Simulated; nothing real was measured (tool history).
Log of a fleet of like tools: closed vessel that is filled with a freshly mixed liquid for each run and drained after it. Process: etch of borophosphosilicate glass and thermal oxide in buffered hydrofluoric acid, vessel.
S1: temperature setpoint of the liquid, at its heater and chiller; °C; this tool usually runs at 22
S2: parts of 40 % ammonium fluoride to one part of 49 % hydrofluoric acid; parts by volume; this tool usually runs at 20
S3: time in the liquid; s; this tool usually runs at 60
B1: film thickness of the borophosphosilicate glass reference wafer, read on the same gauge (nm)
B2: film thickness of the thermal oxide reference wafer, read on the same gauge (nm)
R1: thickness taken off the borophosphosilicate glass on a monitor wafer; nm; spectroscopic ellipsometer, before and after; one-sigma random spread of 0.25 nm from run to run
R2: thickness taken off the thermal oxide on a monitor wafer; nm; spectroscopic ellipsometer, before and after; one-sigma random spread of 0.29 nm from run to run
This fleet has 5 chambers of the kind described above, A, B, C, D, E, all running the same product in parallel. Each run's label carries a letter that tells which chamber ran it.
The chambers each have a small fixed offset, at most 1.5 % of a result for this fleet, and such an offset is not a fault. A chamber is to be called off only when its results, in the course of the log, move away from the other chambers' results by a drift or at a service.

run 1E hour=7.6 | S1=22 S2=20 S3=60 | B1=49.983 B2=69.977 | R1=59.544 R2=30.990
run 2A hour=17.2 | S1=22 S2=20 S3=60 | B1=50.001 B2=69.988 | R1=59.081 R2=30.518
run 3C hour=23.7 | S1=22 S2=20 S3=60 | B1=50.013 B2=69.993 | R1=59.746 R2=31.419
run 4D hour=28.7 | S1=22 S2=20 S3=60 | B1=50.025 B2=70.005 | R1=58.992 R2=31.049
run 5B hour=37.2 | S1=22 S2=20 S3=60 | B1=50.000 B2=70.010 | R1=58.665 R2=31.156
run 6A hour=42.7 | S1=22 S2=20 S3=60 | B1=49.994 B2=70.035 | R1=59.334 R2=30.657
run 7E hour=50.7 | S1=22 S2=20 S3=60 | B1=50.019 B2=70.010 | R1=60.289 R2=31.349
run 8D hour=57.0 | S1=22 S2=20 S3=60 | B1=50.001 B2=69.995 | R1=59.451 R2=31.559
run 9B hour=61.7 | S1=22 S2=20 S3=60 | B1=49.982 B2=69.983 | R1=58.259 R2=30.675
run 10C hour=66.7 | S1=22 S2=20 S3=60 | B1=49.970 B2=70.012 | R1=60.275 R2=31.118
run 11C hour=74.3 | S1=22 S2=20 S3=60 | B1=50.004 B2=69.977 | R1=59.722 R2=31.558
run 12E hour=82.9 | S1=22 S2=20 S3=60 | B1=49.988 B2=69.978 | R1=60.026 R2=30.895
run 13B hour=87.2 | S1=22 S2=20 S3=60 | B1=50.010 B2=69.987 | R1=58.411 R2=30.885
run 14A hour=96.7 | S1=22 S2=20 S3=60 | B1=49.989 B2=70.011 | R1=59.054 R2=30.805
run 15D hour=101.6 | S1=22 S2=20 S3=60 | B1=49.977 B2=69.993 | R1=59.324 R2=31.170
run 16D hour=109.9 | S1=22 S2=20 S3=60 | B1=49.989 B2=70.011 | R1=59.306 R2=31.113
run 17E hour=115.9 | S1=22 S2=20 S3=60 | B1=50.001 B2=69.972 | R1=59.842 R2=30.969
run 18B hour=124.6 | S1=18 S2=15 S3=60 | B1=49.982 B2=69.989 | R1=62.514 R2=32.570
run 19A hour=130.9 | S1=18 S2=15 S3=60 | B1=50.010 B2=69.981 | R1=62.150 R2=32.346
run 20C hour=139.7 | S1=18 S2=15 S3=60 | B1=50.006 B2=69.971 | R1=63.842 R2=33.198
run 21B hour=147.5 | S1=18 S2=15 S3=60 | B1=50.013 B2=70.020 | R1=63.082 R2=33.094
run 22D hour=152.7 | S1=18 S2=15 S3=60 | B1=50.042 B2=70.013 | R1=63.908 R2=33.644
run 23C hour=162.3 | S1=22 S2=20 S3=60 | B1=49.996 B2=69.995 | R1=59.063 R2=31.475
run 24E hour=167.0 | S1=22 S2=20 S3=60 | B1=50.011 B2=70.004 | R1=59.573 R2=30.749
run 25A hour=173.8 | S1=22 S2=20 S3=60 | B1=50.006 B2=70.018 | R1=58.601 R2=30.582
-- hour=181.1 chamber C: hydrofluoric acid flow meter replaced
run 26D hour=181.1 | S1=22 S2=20 S3=60 | B1=50.006 B2=70.018 | R1=59.238 R2=30.917
run 27A hour=187.3 | S1=22 S2=20 S3=60 | B1=49.996 B2=69.992 | R1=59.337 R2=30.874
run 28B hour=192.9 | S1=22 S2=20 S3=60 | B1=49.988 B2=69.972 | R1=58.384 R2=30.992
run 29E hour=202.4 | S1=22 S2=20 S3=60 | B1=49.994 B2=70.027 | R1=59.895 R2=31.237
run 30C hour=208.2 | S1=22 S2=20 S3=60 | B1=49.970 B2=70.007 | R1=59.688 R2=30.978
run 31E hour=213.7 | S1=22 S2=20 S3=60 | B1=50.008 B2=69.987 | R1=59.394 R2=31.204
run 32C hour=219.0 | S1=18 S2=25 S3=60 | B1=50.024 B2=69.993 | R1=40.648 R2=21.440
run 33D hour=228.0 | S1=18 S2=25 S3=60 | B1=50.011 B2=70.034 | R1=40.606 R2=21.419
run 34A hour=237.5 | S1=18 S2=25 S3=60 | B1=49.995 B2=69.974 | R1=40.483 R2=21.183
run 35B hour=241.6 | S1=18 S2=25 S3=60 | B1=49.966 B2=70.015 | R1=40.312 R2=21.375
run 36B hour=245.9 | S1=18 S2=25 S3=60 | B1=50.003 B2=70.002 | R1=40.163 R2=21.165
run 37C hour=251.3 | S1=22 S2=20 S3=60 | B1=50.016 B2=69.980 | R1=59.604 R2=31.225
run 38E hour=259.4 | S1=22 S2=15 S3=60 | B1=50.013 B2=70.012 | R1=79.412 R2=40.844
run 39D hour=266.0 | S1=22 S2=15 S3=60 | B1=49.992 B2=69.989 | R1=78.971 R2=42.220
run 40A hour=273.3 | S1=22 S2=15 S3=60 | B1=49.996 B2=70.026 | R1=77.861 R2=40.062

One chamber off, gauge drift, or nothing amiss beyond the chambers' own small offsets? If it is a chamber, which one, and what is the likeliest cause?

No chamber is off and the gauge is stable; the differences are just each chamber's small, constant offset.
